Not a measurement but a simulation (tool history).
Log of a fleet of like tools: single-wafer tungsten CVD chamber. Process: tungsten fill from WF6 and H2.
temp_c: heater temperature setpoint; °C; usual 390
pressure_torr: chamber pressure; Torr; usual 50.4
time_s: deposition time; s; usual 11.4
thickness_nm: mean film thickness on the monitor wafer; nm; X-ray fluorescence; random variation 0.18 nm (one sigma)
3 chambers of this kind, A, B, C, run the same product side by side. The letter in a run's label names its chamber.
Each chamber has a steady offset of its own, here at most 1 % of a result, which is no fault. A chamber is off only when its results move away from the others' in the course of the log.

| run | hour | temp_c | pressure_torr | time_s | hours since the last thermocouple change | hours since the last manometer calibration | read-back reference wafer on the same gauge, thickness_nm | thickness_nm |
|---|---|---|---|---|---|---|---|---|
| 1C | 5.1 | 390 | 50.4 | 11.4 | 1471.9 | 1079.4 | 33.874 | 34.998 |
| 2B | 12.9 | 390 | 50.4 | 11.4 | 206.7 | 1578.3 | 33.822 | 34.844 |
| 3A | 22.2 | 390 | 50.4 | 11.4 | 2322.6 | 2059.6 | 33.794 | 34.84 |
| 4A | 28.4 | 390 | 50.4 | 11.4 | 2328.8 | 2065.8 | 33.771 | 34.503 |
| 5C | 35.2 | 390 | 50.4 | 11.4 | 1502 | 1109.5 | 33.777 | 35.03 |
| 6B | 39.3 | 390 | 50.4 | 11.4 | 233.1 | 1604.7 | 33.751 | 35.149 |
| 7B | 46.4 | 390 | 50.4 | 11.4 | 240.2 | 1611.8 | 33.791 | 34.966 |
| 8C | 51.3 | 390 | 50.4 | 11.4 | 1518.1 | 1125.6 | 33.856 | 35.073 |
| 9A | 56 | 390 | 50.4 | 11.4 | 2356.4 | 2093.4 | 33.797 | 34.754 |
| 10C | 60.4 | 390 | 50.4 | 11.4 | 1527.2 | 1134.7 | 33.792 | 34.985 |
| 11B | 69.4 | 390 | 50.4 | 11.4 | 263.2 | 1634.8 | 33.78 | 34.726 |
| 12A | 78.5 | 390 | 50.4 | 11.4 | 2378.9 | 2115.9 | 33.843 | 34.797 |
|  | 82 | chamber B: capacitance manometer re-zeroed and calibrated |
| 13A | 84.7 | 382 | 60.2 | 11.4 | 2385.1 | 2122.1 | 33.731 | 32.119 |
| 14C | 93.6 | 382 | 60.2 | 11.4 | 1560.4 | 1167.9 | 33.768 | 32.585 |
| 15B | 101.7 | 382 | 60.2 | 11.4 | 295.5 | 19.7 | 33.803 | 31.87 |
| 16B | 105.9 | 390 | 50.4 | 11.4 | 299.7 | 23.9 | 33.807 | 34.923 |
| 17C | 111.3 | 379 | 50.4 | 9.7 | 1578.1 | 1185.6 | 33.777 | 24.002 |
| 18A | 116.9 | 379 | 50.4 | 9.7 | 2417.3 | 2154.3 | 33.802 | 23.606 |
| 19C | 124.4 | 379 | 50.4 | 9.7 | 1591.2 | 1198.7 | 33.751 | 23.929 |
| 20B | 130.5 | 390 | 50.4 | 11.4 | 324.3 | 48.5 | 33.784 | 35.201 |
| 21A | 139.1 | 390 | 50.4 | 11.4 | 2439.5 | 2176.5 | 33.823 | 34.594 |
| 22A | 144.4 | 390 | 50.4 | 11.4 | 2444.8 | 2181.8 | 33.798 | 35.161 |
| 23C | 153.5 | 390 | 50.4 | 11.4 | 1620.3 | 1227.8 | 33.785 | 34.933 |
| 24B | 159.5 | 390 | 50.4 | 11.4 | 353.3 | 77.5 | 33.769 | 34.904 |
| 25C | 165.2 | 390 | 50.4 | 11.4 | 1632 | 1239.5 | 33.8 | 35.34 |

What goes on in this fleet: one chamber off, a drifting gauge, or nothing beyond the chambers' own small offsets? Name the chamber and the cause, if any.

No chamber stands off beyond its own small offset, and the gauge holds steady.
